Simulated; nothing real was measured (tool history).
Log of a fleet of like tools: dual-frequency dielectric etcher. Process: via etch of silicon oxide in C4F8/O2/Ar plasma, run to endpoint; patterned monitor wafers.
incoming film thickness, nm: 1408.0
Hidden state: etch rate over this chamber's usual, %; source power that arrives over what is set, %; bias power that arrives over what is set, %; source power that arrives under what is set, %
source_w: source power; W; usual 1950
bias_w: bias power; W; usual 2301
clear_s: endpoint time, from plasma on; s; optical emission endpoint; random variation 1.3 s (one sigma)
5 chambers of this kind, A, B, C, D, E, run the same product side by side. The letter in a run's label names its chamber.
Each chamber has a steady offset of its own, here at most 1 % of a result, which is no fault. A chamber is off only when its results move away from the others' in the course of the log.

run     day  source_w  bias_w  hours since the last wet clean  hours since the last source power generator calibration  hours since the last bias power generator calibration  clear_s
 1B   0.462      1950    2301                           199.6                                                   1797.7                                                  732.2   270.45
 2A   0.938      1950    2301                             468                                                   1815.5                                                  123.5    270.2
      1.088  -- chamber A: wet clean of the chamber
 3E   1.421      1950    2301                           231.2                                                    633.5                                                 1568.6   271.27
      1.512  -- chamber B: source power generator calibrated
 4C   1.992      1950    2301                           258.2                                                   1335.3                                                  971.1   270.15
 5D   2.562      1950    2301                           345.9                                                   4218.4                                                 2332.8   268.81
 6E   2.954      1950    2301                             268                                                    670.3                                                 1605.4   269.47
 7C   3.396      1950    2301                           291.9                                                     1369                                                 1004.8   269.67
 8B   3.967      1950    2301                           283.7                                                       59                                                  816.3   269.36
 9A   4.554      1950    2301                            83.3                                                   1902.3                                                  210.3   269.25
10D   5.108      1950    2301                             407                                                   4279.5                                                 2393.9   269.37
      5.617  -- chamber B: wet clean of the chamber
11E   5.696      1950    2301                           333.8                                                    736.1                                                 1671.2   270.12
12B   6.254      1950    2301                            15.3                                                    113.9                                                  871.2   266.36
13A   6.529      1950    2301                           130.7                                                   1949.7                                                  257.7   267.14
14C   7.025      1950    2301                             379                                                   1456.1                                                 1091.9   270.18
15D   7.329      1950    2301                           460.3                                                   4332.8                                                 2447.2   267.67
16B   7.912      1950    2301                            55.1                                                    153.7                                                    911    266.8
17A   8.292      1950    2301                             173                                                     1992                                                    300   268.39
18D   8.658      1950    2301                           492.2                                                   4364.7                                                 2479.1    268.3
19E   9.058      1950    2470                           414.5                                                    816.8                                                 1751.9   262.46
20C     9.5      1950    2470                           438.4                                                   1515.5                                                 1151.3   267.15
21D  10.004      1950    2470                           524.5                                                     4397                                                 2511.4   263.64
22E  10.292      1950    2470                           444.1                                                    846.4                                                 1781.5   263.73
23A  10.688      1950    2470                           230.5                                                   2049.5                                                  357.5   263.52
24C      11      1950    2301                           474.4                                                   1551.5                                                 1187.3   270.34
25B  11.517      1950    2301                           141.6                                                    240.2                                                  997.5   269.61
26B  11.829      1780    2076                           149.1                                                    247.7                                                   1005   285.29
27D  12.304      1780    2076                           579.7                                                   4452.2                                                 2566.6   285.12
     12.517  -- chamber D: wet clean of the chamber
28C  12.804      1780    2076                           517.7                                                   1594.8                                                 1230.6    287.8
29A  13.204      1780    2076                           290.9                                                   2109.9                                                  417.9   288.56
     13.217  -- chamber E: wet clean of the chamber
30E  13.562      1780    2076                             8.3                                                    924.9                                                   1860   285.23
     13.712  -- chamber D: source power generator calibrated
31C  13.883      1950    2301                           543.6                                                   1620.7                                                 1256.5   271.17
32D  14.258      1950    2301                            41.8                                                     13.1                                                 2613.5   269.44
33E  14.838      1950    2301                            38.9                                                    955.5                                                 1890.6   269.54
34B  15.383      1950    2301                           234.4                                                      333                                                 1090.3   268.77
35A  15.888      1950    2624                           355.3                                                   2174.3                                                  482.3   257.56
36D  16.496      1950    2624                            95.5                                                     66.8                                                 2667.2   257.28
37B   16.95      1950    2624                             272                                                    370.6                                                 1127.9   259.54
38A  17.221      1950    2624                           387.3                                                   2206.3                                                  514.3   257.73

All 5 chambers run these settings next. Forecast each chamber's results:
39A  17.671      1950    2301                                                                                                                                                        ?
39B  17.671      1950    2301                                                                                                                                                        ?
39C  17.671      1950    2301                                                                                                                                                        ?
39D  17.671      1950    2301                                                                                                                                                        ?
39E  17.671      1950    2301                                                                                                                                                        ?

run  clear_s
39A   270.14
39B   270.09
39C    269.4
39D   268.41
39E   268.49
